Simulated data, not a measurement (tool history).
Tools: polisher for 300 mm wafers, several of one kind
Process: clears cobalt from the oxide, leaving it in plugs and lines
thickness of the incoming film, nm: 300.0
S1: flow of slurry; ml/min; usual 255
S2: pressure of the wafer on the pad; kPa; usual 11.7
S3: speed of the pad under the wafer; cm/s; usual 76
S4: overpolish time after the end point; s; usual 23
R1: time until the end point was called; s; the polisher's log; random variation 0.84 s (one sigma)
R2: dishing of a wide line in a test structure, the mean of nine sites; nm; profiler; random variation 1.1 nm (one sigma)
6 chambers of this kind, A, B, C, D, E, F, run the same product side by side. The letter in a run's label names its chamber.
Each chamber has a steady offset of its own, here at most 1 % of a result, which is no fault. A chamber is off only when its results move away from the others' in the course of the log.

run,hour,S1,S2,S3,S4,R1,R2
# hour 3.8: chamber D: worn pad replaced by a new one
1F,10,255,11.7,76,23,87.7,46.228
# hour 16.1: chamber A: worn pad replaced by a new one
2B,18.9,255,11.7,76,23,86.79,45.601
# hour 22.1: chamber E: worn pad replaced by a new one
3C,29.8,255,11.7,76,23,85.149,45.938
4D,37.1,255,11.7,76,23,87.078,45.388
5A,43,255,11.7,76,23,85.5,45.732
# hour 47.1: chamber F: worn pad replaced by a new one
# hour 48.6: chamber C: slurry nozzle cleaned
# hour 49.1: chamber B: worn pad replaced by a new one
6E,52.7,255,11.7,76,23,86.467,46.983
7E,64.1,255,11.7,76,23,86.391,46.989
8F,71.2,255,11.7,76,23,87.587,45.176
# hour 75.3: chamber D: worn pad replaced by a new one
9A,81.1,255,11.7,76,23,86.689,46.161
10B,87.8,255,11.7,76,23,86.699,46.552
# hour 92.4: chamber A: slurry nozzle cleaned
# hour 93.4: chamber A: worn pad replaced by a new one
11C,93.5,255,11.7,76,23,86.373,45.486
12D,99.3,255,11.7,76,23,87.046,47.223
13A,104.7,255,11.7,76,23,88.488,45.888
# hour 110.6: chamber E: worn pad replaced by a new one
14D,115.8,255,11.7,76,23,86.806,45.551
15E,122.1,255,11.7,76,23,87.275,46.694
# hour 124.9: chamber F: worn pad replaced by a new one
16B,129.4,255,11.7,76,23,87.475,46.643
# hour 133.5: chamber C: worn pad replaced by a new one
17C,134.4,255,11.7,76,23,86.022,45.653
18F,145.3,255,15.9,76,23,64.027,51.619
# hour 145.8: chamber D: worn pad replaced by a new one
19E,154.8,255,15.9,76,23,63.795,55.027
20A,161.1,255,15.9,76,23,64.267,51.907
21F,171.3,255,15.9,76,23,64.803,55.002
22B,178.8,255,15.9,76,23,65.327,51.737
# hour 185.3: chamber A: worn pad replaced by a new one
23C,190.3,255,15.9,76,23,62.914,54
# hour 196.1: chamber F: worn pad replaced by a new one
24D,197.9,255,11.7,76,23,85.893,46.434
25D,205.5,255,11.7,76,23,86.817,47.384
# hour 210.8: chamber B: worn pad replaced by a new one
# hour 212: chamber E: worn pad replaced by a new one
26A,214.9,255,11.7,76,23,87.816,47.891
27E,223.2,255,11.7,76,23,85.854,46.515
28C,229.3,255,11.7,76,23,85.751,45.844
# hour 230.4: chamber D: worn pad replaced by a new one
29F,235.8,255,11.7,76,23,87.696,45.17
30B,246,255,11.7,76,23,88.796,46.115
31F,252.4,255,11.7,76,23,88.761,46.436
32A,257.9,285,11.7,76,28,87.403,50.003
# hour 263.6: chamber E: head pressure recalibrated
33E,264.4,285,11.7,76,28,84.751,48.949
# hour 268.2: chamber C: worn pad replaced by a new one
34B,274.4,285,11.7,76,28,88.318,47.575
# hour 279.4: chamber A: worn pad replaced by a new one
# hour 283: chamber F: worn pad replaced by a new one
35D,283.2,285,11.7,76,28,86.026,51.736
# hour 291.6: chamber A: head pressure recalibrated
36C,292.3,285,11.7,76,28,86.818,47.821
37E,301.7,285,11.7,76,28,85.888,49.617
# hour 302: chamber D: worn pad replaced by a new one
38F,307.8,255,11.7,76,23,87.954,46.463
39C,317.3,255,11.7,76,23,85.696,46.306
40B,328,255,11.7,76,23,93.181,46.033
41A,334.6,255,11.7,76,23,85.968,46.188
42D,346.1,255,11.7,76,23,87.491,46.848

What goes on in this fleet: one chamber off, a drifting gauge, or nothing beyond the chambers' own small offsets? Name the chamber and the cause, if any.

Chamber B drifts away from the others.
Cause: head's pressure below its setpoint, % = 7.04.
The log may not tell that from: slurry flow missing at the pad, %.

Here are 4 candidates for chamber B's next run, each the usual settings with a change, their results left as question marks. Which one brings its results back in line with what the others give on the usual settings?
In line means no further than this from the other chambers' mean on the usual settings: R1 2.9 s; R2 3.9 nm
43B-1,354.3,255,12.4,78,23,?,?
43B-2,354.3,255,11.7,78,23,?,?
43B-3,354.3,255,11,74,23,?,?
43B-4,354.3,255,11.7,74,23,?,?

The other chambers' mean on the usual settings: R1 86.929 s; R2 46.011 nm
run,R1,R2
43B-1,85.38,46.44
43B-2,90.478,45.076
43B-3,101.49,42.338
43B-4,95.432,43.81
43B-1 brings the chamber back in line.
